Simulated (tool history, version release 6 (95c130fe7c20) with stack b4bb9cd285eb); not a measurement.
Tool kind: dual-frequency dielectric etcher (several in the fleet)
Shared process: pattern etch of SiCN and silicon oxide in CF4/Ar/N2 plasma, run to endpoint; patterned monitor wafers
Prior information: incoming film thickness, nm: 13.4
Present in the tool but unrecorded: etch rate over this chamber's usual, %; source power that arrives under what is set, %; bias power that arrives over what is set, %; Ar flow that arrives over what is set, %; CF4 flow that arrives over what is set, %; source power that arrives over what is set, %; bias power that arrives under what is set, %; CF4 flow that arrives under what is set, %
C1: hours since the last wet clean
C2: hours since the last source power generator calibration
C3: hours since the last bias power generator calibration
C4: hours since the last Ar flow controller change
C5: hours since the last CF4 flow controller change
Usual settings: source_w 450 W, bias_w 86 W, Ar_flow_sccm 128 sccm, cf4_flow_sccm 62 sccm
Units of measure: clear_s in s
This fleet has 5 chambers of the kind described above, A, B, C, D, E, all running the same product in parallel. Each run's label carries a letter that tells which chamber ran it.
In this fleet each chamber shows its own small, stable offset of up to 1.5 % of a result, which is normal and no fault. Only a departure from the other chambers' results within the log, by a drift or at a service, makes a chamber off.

run 1A hour=8.1 | source_w=450 bias_w=86 Ar_flow_sccm=128 cf4_flow_sccm=62 | C1=292 C2=247.9 C3=2743.7 C4=2580.3 C5=2004.1 | clear_s=15.487
-- hour=14.5 chamber E: CF4 flow controller replaced
run 2C hour=15.1 | source_w=450 bias_w=86 Ar_flow_sccm=128 cf4_flow_sccm=62 | C1=262.8 C2=2312.9 C3=3138.8 C4=975.9 C5=1149 | clear_s=15.677
run 3B hour=23.7 | source_w=450 bias_w=86 Ar_flow_sccm=128 cf4_flow_sccm=62 | C1=154.9 C2=1555 C3=1769.7 C4=1071.6 C5=57.7 | clear_s=15.268
run 4D hour=31.4 | source_w=450 bias_w=86 Ar_flow_sccm=128 cf4_flow_sccm=62 | C1=269.5 C2=991.2 C3=692.6 C4=3862.7 C5=1140.7 | clear_s=15.489
run 5E hour=36.6 | source_w=450 bias_w=86 Ar_flow_sccm=128 cf4_flow_sccm=62 | C1=165.2 C2=4433.7 C3=880.9 C4=1698.3 C5=22.2 | clear_s=15.507
run 6A hour=44.5 | source_w=450 bias_w=86 Ar_flow_sccm=128 cf4_flow_sccm=62 | C1=328.4 C2=284.3 C3=2780.1 C4=2616.7 C5=2040.5 | clear_s=15.301
run 7E hour=50.1 | source_w=450 bias_w=86 Ar_flow_sccm=128 cf4_flow_sccm=62 | C1=178.7 C2=4447.2 C3=894.4 C4=1711.8 C5=35.7 | clear_s=15.355
run 8C hour=56.8 | source_w=450 bias_w=86 Ar_flow_sccm=128 cf4_flow_sccm=62 | C1=304.5 C2=2354.6 C3=3180.5 C4=1017.6 C5=1190.7 | clear_s=15.367
run 9D hour=61.4 | source_w=450 bias_w=86 Ar_flow_sccm=128 cf4_flow_sccm=62 | C1=299.5 C2=1021.2 C3=722.6 C4=3892.7 C5=1170.7 | clear_s=15.271
run 10B hour=70.6 | source_w=450 bias_w=86 Ar_flow_sccm=128 cf4_flow_sccm=62 | C1=201.8 C2=1601.9 C3=1816.6 C4=1118.5 C5=104.6 | clear_s=15.378
run 11A hour=75 | source_w=450 bias_w=86 Ar_flow_sccm=128 cf4_flow_sccm=62 | C1=358.9 C2=314.8 C3=2810.6 C4=2647.2 C5=2071 | clear_s=15.61
run 12B hour=81.8 | source_w=450 bias_w=86 Ar_flow_sccm=128 cf4_flow_sccm=62 | C1=213 C2=1613.1 C3=1827.8 C4=1129.7 C5=115.8 | clear_s=15.227
run 13D hour=87.7 | source_w=450 bias_w=86 Ar_flow_sccm=128 cf4_flow_sccm=62 | C1=325.8 C2=1047.5 C3=748.9 C4=3919 C5=1197 | clear_s=15.238
run 14E hour=97 | source_w=450 bias_w=86 Ar_flow_sccm=128 cf4_flow_sccm=62 | C1=225.6 C2=4494.1 C3=941.3 C4=1758.7 C5=82.6 | clear_s=15.38
run 15C hour=102 | source_w=450 bias_w=86 Ar_flow_sccm=128 cf4_flow_sccm=72 | C1=349.7 C2=2399.8 C3=3225.7 C4=1062.8 C5=1235.9 | clear_s=15.022
run 16C hour=107.3 | source_w=450 bias_w=86 Ar_flow_sccm=128 cf4_flow_sccm=72 | C1=355 C2=2405.1 C3=3231 C4=1068.1 C5=1241.2 | clear_s=14.998
run 17E hour=113.9 | source_w=450 bias_w=86 Ar_flow_sccm=128 cf4_flow_sccm=72 | C1=242.5 C2=4511 C3=958.2 C4=1775.6 C5=99.5 | clear_s=15.045
run 18B hour=122.2 | source_w=450 bias_w=86 Ar_flow_sccm=128 cf4_flow_sccm=72 | C1=253.4 C2=1653.5 C3=1868.2 C4=1170.1 C5=156.2 | clear_s=15.106
run 19A hour=130 | source_w=450 bias_w=86 Ar_flow_sccm=128 cf4_flow_sccm=72 | C1=413.9 C2=369.8 C3=2865.6 C4=2702.2 C5=2126 | clear_s=15.255
-- hour=133 chamber D: Ar flow controller replaced
run 20D hour=134.8 | source_w=450 bias_w=86 Ar_flow_sccm=128 cf4_flow_sccm=62 | C1=372.9 C2=1094.6 C3=796 C4=1.8 C5=1244.1 | clear_s=15.443
-- hour=139.3 chamber A: wet clean of the chamber
run 21A hour=143.7 | source_w=450 bias_w=86 Ar_flow_sccm=128 cf4_flow_sccm=62 | C1=4.4 C2=383.5 C3=2879.3 C4=2715.9 C5=2139.7 | clear_s=15.604
run 22C hour=152.1 | source_w=450 bias_w=86 Ar_flow_sccm=128 cf4_flow_sccm=62 | C1=399.8 C2=2449.9 C3=3275.8 C4=1112.9 C5=1286 | clear_s=15.221
run 23E hour=157.9 | source_w=450 bias_w=86 Ar_flow_sccm=128 cf4_flow_sccm=62 | C1=286.5 C2=4555 C3=1002.2 C4=1819.6 C5=143.5 | clear_s=15.323
run 24D hour=164.3 | source_w=450 bias_w=86 Ar_flow_sccm=109 cf4_flow_sccm=48 | C1=402.4 C2=1124.1 C3=825.5 C4=31.3 C5=1273.6 | clear_s=15.702
run 25B hour=171.9 | source_w=450 bias_w=86 Ar_flow_sccm=109 cf4_flow_sccm=48 | C1=303.1 C2=1703.2 C3=1917.9 C4=1219.8 C5=205.9 | clear_s=15.666
-- hour=175.5 chamber B: wet clean of the chamber
run 26A hour=181.4 | source_w=450 bias_w=86 Ar_flow_sccm=109 cf4_flow_sccm=48 | C1=42.1 C2=421.2 C3=2917 C4=2753.6 C5=2177.4 | clear_s=15.596
run 27B hour=186.9 | source_w=450 bias_w=86 Ar_flow_sccm=109 cf4_flow_sccm=48 | C1=11.5 C2=1718.2 C3=1932.9 C4=1234.8 C5=220.9 | clear_s=15.578
run 28C hour=193.7 | source_w=450 bias_w=86 Ar_flow_sccm=109 cf4_flow_sccm=48 | C1=441.4 C2=2491.5 C3=3317.4 C4=1154.5 C5=1327.6 | clear_s=15.227
run 29D hour=198.6 | source_w=450 bias_w=86 Ar_flow_sccm=128 cf4_flow_sccm=62 | C1=436.7 C2=1158.4 C3=859.8 C4=65.6 C5=1307.9 | clear_s=15.406
run 30E hour=203.8 | source_w=450 bias_w=86 Ar_flow_sccm=128 cf4_flow_sccm=62 | C1=332.4 C2=4600.9 C3=1048.1 C4=1865.5 C5=189.4 | clear_s=15.249
run 31A hour=210 | source_w=450 bias_w=104 Ar_flow_sccm=147 cf4_flow_sccm=62 | C1=70.7 C2=449.8 C3=2945.6 C4=2782.2 C5=2206 | clear_s=14.567

Read the log: is a single chamber off, either drifting away or since a service, is the gauge that measures every chamber drifting, or is nothing wrong beyond small per-chamber offsets? Name any odd chamber and what most likely caused it.

Chamber C drifts away from the others.
Most likely cause: source power that arrives over what is set, % = 4.39.
The log may not tell that from: etch rate over this chamber's usual, %.

Here are 4 candidates for chamber C's next run, each the usual settings with a change, their results left as question marks. Which one brings its results back in line with what the others give on the usual settings?
A result is in line if it is within this distance of the other chambers' mean on the usual settings: clear_s 0.31 s
run 32C-1 hour=217.1 | source_w=460 bias_w=87 Ar_flow_sccm=127 cf4_flow_sccm=62 | clear_s=?
run 32C-2 hour=217.1 | source_w=480 bias_w=88 Ar_flow_sccm=127 cf4_flow_sccm=63 | clear_s=?
run 32C-3 hour=217.1 | source_w=450 bias_w=80 Ar_flow_sccm=128 cf4_flow_sccm=60 | clear_s=?
run 32C-4 hour=217.1 | source_w=420 bias_w=84 Ar_flow_sccm=129 cf4_flow_sccm=61 | clear_s=?

Other chambers, usual settings, mean: clear_s 15.393 s
run=32C-1 clear_s=14.633
run=32C-2 clear_s=14.015
run=32C-3 clear_s=15.468
run=32C-4 clear_s=16.103
The right change is 32C-3: it brings the chamber back within the allowed miss of the others.
